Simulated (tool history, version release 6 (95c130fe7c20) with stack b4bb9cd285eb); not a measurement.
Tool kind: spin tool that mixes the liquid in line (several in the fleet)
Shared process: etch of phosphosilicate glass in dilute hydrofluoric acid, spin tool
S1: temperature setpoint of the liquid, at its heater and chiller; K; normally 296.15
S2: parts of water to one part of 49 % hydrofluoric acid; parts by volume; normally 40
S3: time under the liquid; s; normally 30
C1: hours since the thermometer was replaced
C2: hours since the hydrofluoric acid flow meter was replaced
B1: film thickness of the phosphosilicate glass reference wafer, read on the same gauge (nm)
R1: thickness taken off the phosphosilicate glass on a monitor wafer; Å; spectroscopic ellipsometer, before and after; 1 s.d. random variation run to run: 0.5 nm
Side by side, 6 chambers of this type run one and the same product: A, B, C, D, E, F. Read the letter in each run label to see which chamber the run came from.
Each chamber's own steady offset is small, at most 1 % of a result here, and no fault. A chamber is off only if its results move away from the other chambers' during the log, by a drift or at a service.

run	hour	S1	S2	S3	C1	C2	B1	R1
1F	3.4	296.15	40	30	1333.2	354.3	59.924	1548.40
2A	5.3	296.15	40	30	509.0	99.0	60.012	1537.90
3E	8.9	296.15	40	30	1315.9	1767.5	59.984	1555.20
4C	11.7	296.15	40	30	31.9	833.3	60.015	1555.80
5B	15.6	296.15	40	30	754.9	233.7	59.996	1552.70
6D	18.0	296.15	40	30	1710.0	771.4	59.983	1547.70
7F	22.1	296.15	40	30	1351.9	373.0	60.055	1541.30
8A	25.2	296.15	40	30	528.9	118.9	59.987	1544.40
9D	28.5	296.15	40	30	1720.5	781.9	60.013	1559.20
10E	31.3	296.15	40	30	1338.3	1789.9	60.028	1555.00
11B	34.4	296.15	40	30	773.7	252.5	60.013	1549.70
12C	38.4	296.15	40	30	58.6	860.0	60.016	1561.80
13C	40.4	296.15	40	30	60.6	862.0	59.974	1557.30
14E	44.6	296.15	40	30	1351.6	1803.2	60.007	1546.30
15B	47.9	296.15	40	30	787.2	266.0	60.017	1549.80
16A	50.6	296.15	40	30	554.3	144.3	60.033	1539.70
17F	54.0	296.15	40	30	1383.8	404.9	59.970	1546.90
18D	57.9	296.15	40	30	1749.9	811.3	60.009	1544.40
19D	59.9	296.15	40	30	1751.9	813.3	59.994	1556.80
20B	63.1	297.65	40	20	802.4	281.2	60.008	1096.40
21F	67.2	297.65	40	20	1397.0	418.1	60.003	1093.70
22C	71.5	297.65	40	20	91.7	893.1	60.001	1107.80
23A	74.7	297.65	40	20	578.4	168.4	60.000	1092.20
24E	77.4	297.65	40	20	1384.4	1836.0	59.979	1100.80
25B	80.9	297.65	40	20	820.2	299.0	59.997	1095.50
26C	84.1	296.15	40	30	104.3	905.7	59.958	1555.30
27F	86.5	296.15	40	30	1416.3	437.4	59.990	1544.40
28E	88.9	296.15	35	30	1395.9	1847.5	60.014	1792.40
29D	92.1	296.15	35	30	1784.1	845.5	60.001	1786.90
30A	94.1	296.15	35	30	597.8	187.8	59.976	1772.00
31B	97.2	296.15	35	30	836.5	315.3	60.009	1741.30
32F	99.9	296.15	35	30	1429.7	450.8	59.983	1781.70
33D	103.9	296.15	35	30	1795.9	857.3	59.986	1779.90
34E	106.0	296.15	40	30	1413.0	1864.6	60.016	1559.50
35A	109.1	296.15	40	30	612.8	202.8	60.000	1541.30
36C	112.8	296.15	40	30	133.0	934.4	59.995	1566.70
37A	114.7	296.15	40	30	618.4	208.4	60.029	1536.70
38F	118.1	296.15	50	15	1447.9	469.0	59.945	611.27
39D	121.7	296.15	50	15	1813.7	875.1	59.987	616.45
40B	124.0	296.15	50	15	863.3	342.1	59.980	593.99
41C	127.0	296.15	50	15	147.2	948.6	60.022	616.75
42E	129.8	296.15	50	15	1436.8	1888.4	60.004	611.48
43F	132.7	296.15	50	15	1462.5	483.6	60.010	607.92
44D	135.5	296.15	40	30	1827.5	888.9	59.990	1553.70

Which is it: a chamber that has drifted or been left off by a service, a gauge drift common to all chambers, or only each chamber's usual small offset? If a chamber is off, name it and its likeliest cause.

It is chamber B that slowly wanders off from its peers.
Cause: liquid colder than its thermometer reads (K) = 0.874.
It could be hard to tell apart here from: hydrofluoric acid flow below the setpoint (%).

Which of the 4 candidates below, each the usual settings with something changed and its results left as question marks, puts chamber B back in line with what the other chambers give on the usual settings?
A result is in line if it is within this distance of the other chambers' mean on the usual settings: R1 18.00 Å
45B-1	138.6	295.65	40	30				?
45B-2	138.6	296.65	40	30				?
45B-3	138.6	297.15	40	30				?
45B-4	138.6	295.15	40	30				?

The other chambers' mean on the usual settings: R1 1552.10 Å
run	R1
45B-1	1465.00
45B-2	1527.40
45B-3	1559.60
45B-4	1434.30
45B-3 is the one that brings the chamber's results back in line with the other chambers.
